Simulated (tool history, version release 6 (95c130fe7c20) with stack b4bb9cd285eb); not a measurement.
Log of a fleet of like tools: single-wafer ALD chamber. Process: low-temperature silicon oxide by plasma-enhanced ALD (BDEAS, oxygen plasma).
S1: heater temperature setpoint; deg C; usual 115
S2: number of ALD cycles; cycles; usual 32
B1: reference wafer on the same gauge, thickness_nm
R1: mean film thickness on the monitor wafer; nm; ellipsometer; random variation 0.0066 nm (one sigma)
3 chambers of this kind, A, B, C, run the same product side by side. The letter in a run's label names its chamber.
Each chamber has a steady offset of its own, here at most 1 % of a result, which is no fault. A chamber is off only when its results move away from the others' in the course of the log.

run,day,S1,S2,B1,R1
1C,0.633,115,32,3.5892,4.4286
2B,1.042,115,32,3.588,4.4423
3A,1.404,115,32,3.5891,4.4822
# day 1.854: chamber B: thermocouple changed; heater temperature recalibrated
4B,2.046,115,32,3.5885,4.448
5C,2.508,115,32,3.5858,4.4253
6A,2.788,115,32,3.5858,4.4906
7B,3.346,115,32,3.5873,4.4545
8C,3.896,115,32,3.5843,4.4279
9A,4.354,115,32,3.5832,4.4796
10B,4.946,115,32,3.5835,4.4503
11C,5.233,115,32,3.5822,4.4054
12A,5.7,115,32,3.5818,4.4717
13C,6.033,115,32,3.5809,4.4087
14A,6.488,115,32,3.5811,4.4935
15B,6.867,115,32,3.5802,4.4394
16A,7.279,115,32,3.5798,4.4694
17C,7.571,115,32,3.5794,4.4139
18B,7.854,123,34,3.5789,4.6458
19B,8.479,123,34,3.5789,4.6344
20A,9.125,123,34,3.5772,4.6723
21C,9.633,120,37,3.5767,5.05
22B,10.162,120,37,3.5766,5.0923
23C,10.704,120,37,3.5757,5.027
24A,11.192,115,32,3.5759,4.4599
25A,11.812,115,32,3.5737,4.4621
26B,12.162,115,32,3.5739,4.4339
27C,12.696,106,32,3.5714,4.4725
28B,13.329,106,32,3.5711,4.4973
29A,13.65,106,32,3.5718,4.5341
30C,14.217,115,32,3.5716,4.3988
31C,14.529,115,32,3.5698,4.3941
32B,14.888,115,32,3.5707,4.4181
33A,15.492,115,32,3.5691,4.4574
34B,15.804,102,32,3.5692,4.5347

All 3 chambers run these settings next. Forecast each chamber's results:
35A,16.267,115,36,,?
35B,16.267,115,36,,?
35C,16.267,115,36,,?

run,R1
35A,5.0339
35B,4.9759
35C,4.9497

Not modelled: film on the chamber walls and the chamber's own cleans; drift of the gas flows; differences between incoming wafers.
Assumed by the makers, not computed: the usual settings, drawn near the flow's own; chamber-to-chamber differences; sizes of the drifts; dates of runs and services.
